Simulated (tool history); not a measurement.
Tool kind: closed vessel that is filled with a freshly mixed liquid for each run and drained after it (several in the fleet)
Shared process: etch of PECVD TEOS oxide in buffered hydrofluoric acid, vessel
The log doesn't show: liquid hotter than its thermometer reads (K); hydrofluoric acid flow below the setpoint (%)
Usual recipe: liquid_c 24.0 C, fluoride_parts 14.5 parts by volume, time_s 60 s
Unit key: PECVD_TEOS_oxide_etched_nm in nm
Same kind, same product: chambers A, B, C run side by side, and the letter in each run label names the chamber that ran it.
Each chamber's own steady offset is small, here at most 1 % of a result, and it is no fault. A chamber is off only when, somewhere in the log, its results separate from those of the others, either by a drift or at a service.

run,hour,liquid_c,fluoride_parts,time_s,hours since the thermometer was replaced,hours since the hydrofluoric acid flow meter was replaced,"read-back film thickness of the PECVD TEOS oxide reference wafer, read on the same gauge (nm)",PECVD_TEOS_oxide_etched_nm
1A,5.7,24.0,14.5,60,361.9,1538.6,29.984,52.158
2B,12.2,24.0,14.5,60,563.2,359.1,29.986,51.233
3C,20.5,24.0,14.5,60,748.9,1480.6,30.004,52.595
4C,28.3,24.0,14.5,60,756.7,1488.4,29.961,51.929
5A,35.8,24.0,14.5,60,392.0,1568.7,29.978,51.475
6B,44.1,20.5,14.5,60,595.1,391.0,30.018,42.714
7C,52.2,20.5,14.5,60,780.6,1512.3,29.964,43.529
8A,58.0,20.5,14.5,60,414.2,1590.9,30.021,42.753
9B,64.1,24.0,14.5,60,615.1,411.0,30.008,51.616
# hour 64.9: chamber C: thermometer replaced
10A,71.0,24.0,14.5,60,427.2,1603.9,30.024,51.255
11C,76.6,24.0,14.5,60,11.8,1536.7,30.002,51.541
12B,84.2,24.0,11.0,85,635.2,431.1,29.986,96.810
13A,90.7,24.0,11.0,85,446.9,1623.6,30.007,95.752
14B,96.6,24.0,11.0,85,647.6,443.5,30.043,95.474
15C,105.0,24.0,14.5,60,40.2,1565.1,30.011,53.066
16A,111.0,24.0,14.5,60,467.2,1643.9,30.004,51.643
17C,118.2,24.0,14.5,60,53.4,1578.3,29.989,51.694
18B,123.2,24.0,14.5,60,674.2,470.1,29.969,50.580
19B,129.9,24.0,14.5,60,680.9,476.8,30.002,50.662
20A,135.6,24.0,14.5,60,491.8,1668.5,30.000,51.406
21C,142.9,24.0,14.5,60,78.1,1603.0,30.008,51.915
22C,149.8,24.0,14.5,60,85.0,1609.9,30.018,52.698
23B,153.8,24.0,14.5,60,704.8,500.7,30.007,49.323
24A,160.5,24.0,14.5,60,516.7,1693.4,29.982,51.831
25B,165.2,19.0,19.0,60,716.2,512.1,30.004,28.506
26A,169.5,19.0,19.0,60,525.7,1702.4,29.985,29.947
27C,176.4,19.0,19.0,60,111.6,1636.5,30.006,30.433
28B,184.3,24.0,14.5,60,735.3,531.2,30.002,49.169
29C,188.4,28.5,20.0,60,123.6,1648.5,29.978,48.382
30A,196.5,28.5,20.0,60,552.7,1729.4,30.011,47.481
31B,200.2,28.5,20.0,60,751.2,547.1,30.036,46.021
32A,206.5,24.0,14.5,60,562.7,1739.4,30.000,51.843
33C,214.6,24.0,14.5,60,149.8,1674.7,30.002,52.180
34A,221.8,24.0,14.5,60,578.0,1754.7,29.969,51.321
35B,225.7,24.0,14.5,60,776.7,572.6,29.980,46.633
36C,230.5,24.0,14.5,60,165.7,1690.6,29.985,52.747

Decide between three cases: one chamber stands off from its peers, the gauge reading all wafers drifts, or nothing is wrong past each chamber's small offset. Where a chamber is off, say which and what most likely put it there.

It is chamber B that slowly wanders off from its peers.
Likeliest cause: hydrofluoric acid flow below the setpoint (%) = 9.31.
From this log alone, it may not be told apart from: liquid colder than its thermometer reads (K).

Chamber B could run next with any of the 4 candidate recipes listed below; each alters the usual settings, and their results appear as question marks. Which one brings its results back in line with what the other chambers deliver on the usual settings?
To be in line, a result may differ from the other chambers' mean on the usual settings by at most: PECVD_TEOS_oxide_etched_nm 1.500 nm
37B-1,236.6,23.5,15.5,55,,,,?
37B-2,236.6,23.5,15.5,60,,,,?
37B-3,236.6,27.5,14.5,60,,,,?
37B-4,236.6,26.0,14.5,60,,,,?

Other chambers, usual settings, mean: PECVD_TEOS_oxide_etched_nm 51.899 nm
run,PECVD_TEOS_oxide_etched_nm
37B-1,39.064
37B-2,42.615
37B-3,56.409
37B-4,52.099
37B-4 is the one that brings the chamber's results back in line with the other chambers.
